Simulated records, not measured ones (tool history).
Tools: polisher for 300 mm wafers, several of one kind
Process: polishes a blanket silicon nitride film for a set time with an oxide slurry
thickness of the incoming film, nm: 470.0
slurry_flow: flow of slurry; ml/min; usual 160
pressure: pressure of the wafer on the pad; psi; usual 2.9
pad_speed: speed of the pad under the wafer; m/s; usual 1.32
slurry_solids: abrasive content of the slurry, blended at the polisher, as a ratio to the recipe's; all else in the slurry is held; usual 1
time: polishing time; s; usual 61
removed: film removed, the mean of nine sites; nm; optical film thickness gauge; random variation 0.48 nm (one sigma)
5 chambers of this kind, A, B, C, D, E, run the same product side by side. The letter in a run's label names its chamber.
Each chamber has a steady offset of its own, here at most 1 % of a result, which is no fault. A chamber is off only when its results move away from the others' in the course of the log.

Run 1E, hour 3.5: usual settings. Result: removed 45.665 nm.
At hour 7.2: chamber C: head pressure recalibrated.
At hour 7.7: chamber D: worn pad replaced by a new one.
Run 2D, hour 8.2: usual settings. Result: removed 44.778 nm.
At hour 11.2: chamber B: head pressure recalibrated.
Run 3A, hour 13.1: usual settings. Result: removed 44.892 nm.
Run 4B, hour 18.2: usual settings. Result: removed 46.117 nm.
Run 5C, hour 22.6: usual settings. Result: removed 43.718 nm.
At hour 24.0: chamber B: conditioning disc replaced and pad reconditioned.
Run 6B, hour 26.9: usual settings. Result: removed 44.947 nm.
Run 7C, hour 29.4: usual settings. Result: removed 44.630 nm.
Run 8D, hour 33.4: usual settings. Result: removed 45.748 nm.
At hour 36.6: chamber C: worn pad replaced by a new one.
Run 9E, hour 37.0: usual settings but slurry_flow 210 ml/min. Result: removed 46.337 nm.
Run 10A, hour 39.8: usual settings but slurry_flow 210 ml/min. Result: removed 47.224 nm.
Run 11B, hour 43.7: usual settings but slurry_flow 210 ml/min. Result: removed 45.613 nm.
At hour 43.9: chamber A: worn pad replaced by a new one.
Run 12C, hour 47.7: usual settings but slurry_flow 210 ml/min. Result: removed 45.599 nm.
At hour 48.3: chamber E: worn pad replaced by a new one.
Run 13A, hour 52.4: usual settings but slurry_flow 210 ml/min. Result: removed 47.797 nm.
Run 14E, hour 56.3: usual settings. Result: removed 45.648 nm.
At hour 58.8: chamber C: slurry blender recalibrated.
Run 15D, hour 59.0: usual settings. Result: removed 44.059 nm.
Run 16D, hour 63.6: usual settings. Result: removed 44.725 nm.
Run 17B, hour 68.4: usual settings. Result: removed 42.435 nm.
Run 18A, hour 70.9: usual settings. Result: removed 44.565 nm.
Run 19E, hour 74.5: usual settings. Result: removed 45.781 nm.
At hour 74.6: chamber B: slurry blender recalibrated.
Run 20C, hour 77.6: usual settings. Result: removed 44.252 nm.
Run 21A, hour 80.2: usual settings. Result: removed 45.707 nm.
Run 22D, hour 83.6: usual settings. Result: removed 45.651 nm.
At hour 83.7: chamber E: slurry nozzle cleaned.
At hour 87.4: chamber D: worn pad replaced by a new one.
Run 23C, hour 88.4: usual settings. Result: removed 44.891 nm.
At hour 89.1: chamber C: worn pad replaced by a new one.
Run 24E, hour 92.6: usual settings. Result: removed 44.586 nm.
Run 25B, hour 96.8: usual settings. Result: removed 42.037 nm.
Run 26E, hour 100.2: usual settings. Result: removed 45.471 nm.
Run 27A, hour 104.3: usual settings. Result: removed 45.270 nm.
Run 28C, hour 108.1: usual settings. Result: removed 45.072 nm.
At hour 111.0: chamber D: head pressure recalibrated.
Run 29D, hour 111.7: usual settings. Result: removed 45.099 nm.
Run 30B, hour 114.8: usual settings. Result: removed 41.317 nm.
At hour 116.6: chamber A: worn pad replaced by a new one.
Run 31C, hour 118.7: usual settings but slurry_flow 140 ml/min. Result: removed 44.275 nm.
Run 32E, hour 121.3: usual settings but slurry_flow 140 ml/min. Result: removed 44.736 nm.
Run 33A, hour 123.7: usual settings but slurry_flow 140 ml/min. Result: removed 43.540 nm.
Run 34D, hour 127.9: usual settings but slurry_flow 140 ml/min. Result: removed 43.687 nm.
Run 35B, hour 131.0: usual settings but slurry_flow 140 ml/min. Result: removed 40.027 nm.

Is one chamber off against the others, does the gauge drift, or is nothing wrong? If a chamber is off, say which, and what the likeliest cause is.

Chamber B drifts away from the others.
Cause: removal rate lost through wear of the pad, % = 10.5.
The log may not tell that from: slurry flow missing at the pad, %; head's pressure below its setpoint, %.

Here are 4 candidates for chamber B's next run, each the usual settings with a change, their results left as question marks. Which one brings its results back in line with what the others give on the usual settings?
In line means no further than this from the other chambers' mean on the usual settings: removed 1.700 nm
Run 36B-1, hour 134.8: usual settings but pressure 3.1 psi, pad_speed 1.40 m/s, time 65 s. Result: removed ?.
Run 36B-2, hour 134.8: usual settings but pressure 2.8 psi, pad_speed 1.28 m/s, time 59 s. Result: removed ?.
Run 36B-3, hour 134.8: usual settings but pressure 2.7 psi, pad_speed 1.24 m/s, time 57 s. Result: removed ?.
Run 36B-4, hour 134.8: usual settings but pressure 3.1 psi, slurry_solids 1.05. Result: removed ?.

The other chambers' mean on the usual settings: removed 44.782 nm
  run  removed
36B-1   48.328
36B-2   36.855
36B-3   33.464
36B-4   44.233
36B-4 brings the chamber back in line.
